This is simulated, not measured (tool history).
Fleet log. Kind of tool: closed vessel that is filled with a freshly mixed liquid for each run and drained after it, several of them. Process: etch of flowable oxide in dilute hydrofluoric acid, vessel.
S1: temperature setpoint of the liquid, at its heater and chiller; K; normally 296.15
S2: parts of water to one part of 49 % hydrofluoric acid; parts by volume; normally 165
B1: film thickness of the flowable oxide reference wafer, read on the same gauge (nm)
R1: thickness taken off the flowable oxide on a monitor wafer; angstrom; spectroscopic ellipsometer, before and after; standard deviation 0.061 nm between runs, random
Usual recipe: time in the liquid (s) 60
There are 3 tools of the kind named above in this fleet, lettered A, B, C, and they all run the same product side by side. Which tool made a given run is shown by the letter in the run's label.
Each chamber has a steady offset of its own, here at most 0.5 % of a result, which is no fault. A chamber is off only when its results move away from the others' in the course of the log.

run 1B hour=8.6 | S1=296.15 S2=165 time_in_the_liquid_(s)=60 | B1=99.985 | R1=157.340
run 2A hour=17.5 | S1=296.15 S2=165 time_in_the_liquid_(s)=60 | B1=100.010 | R1=157.140
run 3C hour=25.2 | S1=296.15 S2=165 time_in_the_liquid_(s)=60 | B1=100.030 | R1=157.780
run 4B hour=37.3 | S1=296.15 S2=165 time_in_the_liquid_(s)=60 | B1=100.000 | R1=155.630
run 5C hour=50.7 | S1=294.15 S2=235 time_in_the_liquid_(s)=60 | B1=100.070 | R1=95.452
run 6A hour=65.0 | S1=294.15 S2=235 time_in_the_liquid_(s)=60 | B1=100.010 | R1=94.984
run 7B hour=72.7 | S1=294.15 S2=235 time_in_the_liquid_(s)=60 | B1=99.996 | R1=94.580
run 8C hour=80.2 | S1=296.15 S2=165 time_in_the_liquid_(s)=60 | B1=100.040 | R1=158.300
run 9A hour=89.4 | S1=296.15 S2=165 time_in_the_liquid_(s)=60 | B1=99.999 | R1=156.290
run 10B hour=97.6 | S1=296.15 S2=165 time_in_the_liquid_(s)=60 | B1=100.010 | R1=157.480
run 11A hour=112.8 | S1=296.15 S2=165 time_in_the_liquid_(s)=60 | B1=99.988 | R1=157.320
run 12C hour=127.4 | S1=296.15 S2=165 time_in_the_liquid_(s)=60 | B1=99.991 | R1=157.540
run 13C hour=141.5 | S1=294.65 S2=230 time_in_the_liquid_(s)=60 | B1=100.040 | R1=100.290
run 14B hour=155.5 | S1=294.65 S2=230 time_in_the_liquid_(s)=60 | B1=100.000 | R1=99.318
run 15A hour=165.6 | S1=294.65 S2=230 time_in_the_liquid_(s)=60 | B1=99.977 | R1=99.639
run 16A hour=181.0 | S1=296.15 S2=165 time_in_the_liquid_(s)=60 | B1=99.978 | R1=157.120
run 17C hour=188.3 | S1=296.15 S2=165 time_in_the_liquid_(s)=60 | B1=100.000 | R1=156.730
run 18B hour=195.6 | S1=296.15 S2=165 time_in_the_liquid_(s)=60 | B1=100.010 | R1=157.630
run 19A hour=210.0 | S1=296.15 S2=130 time_in_the_liquid_(s)=90 | B1=100.010 | R1=308.770
run 20C hour=218.5 | S1=296.15 S2=130 time_in_the_liquid_(s)=90 | B1=100.020 | R1=312.580
run 21B hour=225.4 | S1=296.15 S2=130 time_in_the_liquid_(s)=90 | B1=100.030 | R1=313.100
run 22A hour=234.2 | S1=296.15 S2=165 time_in_the_liquid_(s)=60 | B1=100.010 | R1=156.980
run 23C hour=248.8 | S1=296.15 S2=165 time_in_the_liquid_(s)=60 | B1=99.993 | R1=155.770
run 24B hour=264.2 | S1=296.15 S2=165 time_in_the_liquid_(s)=60 | B1=99.983 | R1=157.940
run 25B hour=277.3 | S1=296.15 S2=165 time_in_the_liquid_(s)=60 | B1=100.030 | R1=157.360
run 26C hour=292.1 | S1=296.15 S2=165 time_in_the_liquid_(s)=60 | B1=99.966 | R1=155.850
run 27A hour=305.5 | S1=296.15 S2=165 time_in_the_liquid_(s)=60 | B1=99.995 | R1=157.140
run 28B hour=318.5 | S1=296.15 S2=165 time_in_the_liquid_(s)=60 | B1=100.040 | R1=157.590
run 29C hour=333.1 | S1=296.15 S2=165 time_in_the_liquid_(s)=60 | B1=100.010 | R1=155.030
run 30A hour=345.1 | S1=296.15 S2=165 time_in_the_liquid_(s)=60 | B1=99.989 | R1=156.290
run 31B hour=353.4 | S1=296.15 S2=165 time_in_the_liquid_(s)=60 | B1=100.020 | R1=156.260
run 32C hour=361.1 | S1=296.15 S2=165 time_in_the_liquid_(s)=60 | B1=99.958 | R1=154.570
run 33A hour=371.4 | S1=296.15 S2=165 time_in_the_liquid_(s)=60 | B1=99.941 | R1=155.920
run 34A hour=384.9 | S1=296.15 S2=165 time_in_the_liquid_(s)=60 | B1=100.030 | R1=157.920
run 35B hour=393.9 | S1=296.15 S2=165 time_in_the_liquid_(s)=60 | B1=100.020 | R1=156.980
run 36C hour=406.4 | S1=296.15 S2=165 time_in_the_liquid_(s)=60 | B1=100.010 | R1=153.930
run 37C hour=421.3 | S1=296.15 S2=165 time_in_the_liquid_(s)=60 | B1=99.975 | R1=153.200
run 38B hour=429.7 | S1=298.15 S2=165 time_in_the_liquid_(s)=35 | B1=99.956 | R1=98.746
run 39A hour=439.6 | S1=298.15 S2=165 time_in_the_liquid_(s)=35 | B1=100.000 | R1=99.121
run 40A hour=447.3 | S1=298.15 S2=165 time_in_the_liquid_(s)=35 | B1=100.020 | R1=98.700
run 41B hour=461.7 | S1=294.15 S2=165 time_in_the_liquid_(s)=40 | B1=100.000 | R1=96.530
run 42C hour=474.3 | S1=294.15 S2=165 time_in_the_liquid_(s)=40 | B1=100.010 | R1=93.768
run 43C hour=481.2 | S1=294.15 S2=165 time_in_the_liquid_(s)=40 | B1=100.010 | R1=93.306
run 44A hour=490.1 | S1=296.15 S2=165 time_in_the_liquid_(s)=60 | B1=100.020 | R1=156.610

Predict what each chamber gives when all 3 of them run the settings below next.
run 45A hour=501.5 | S1=296.15 S2=165 time_in_the_liquid_(s)=60 | R1=?
run 45B hour=501.5 | S1=296.15 S2=165 time_in_the_liquid_(s)=60 | R1=?
run 45C hour=501.5 | S1=296.15 S2=165 time_in_the_liquid_(s)=60 | R1=?

run=45A R1=156.860
run=45B R1=156.980
run=45C R1=152.620
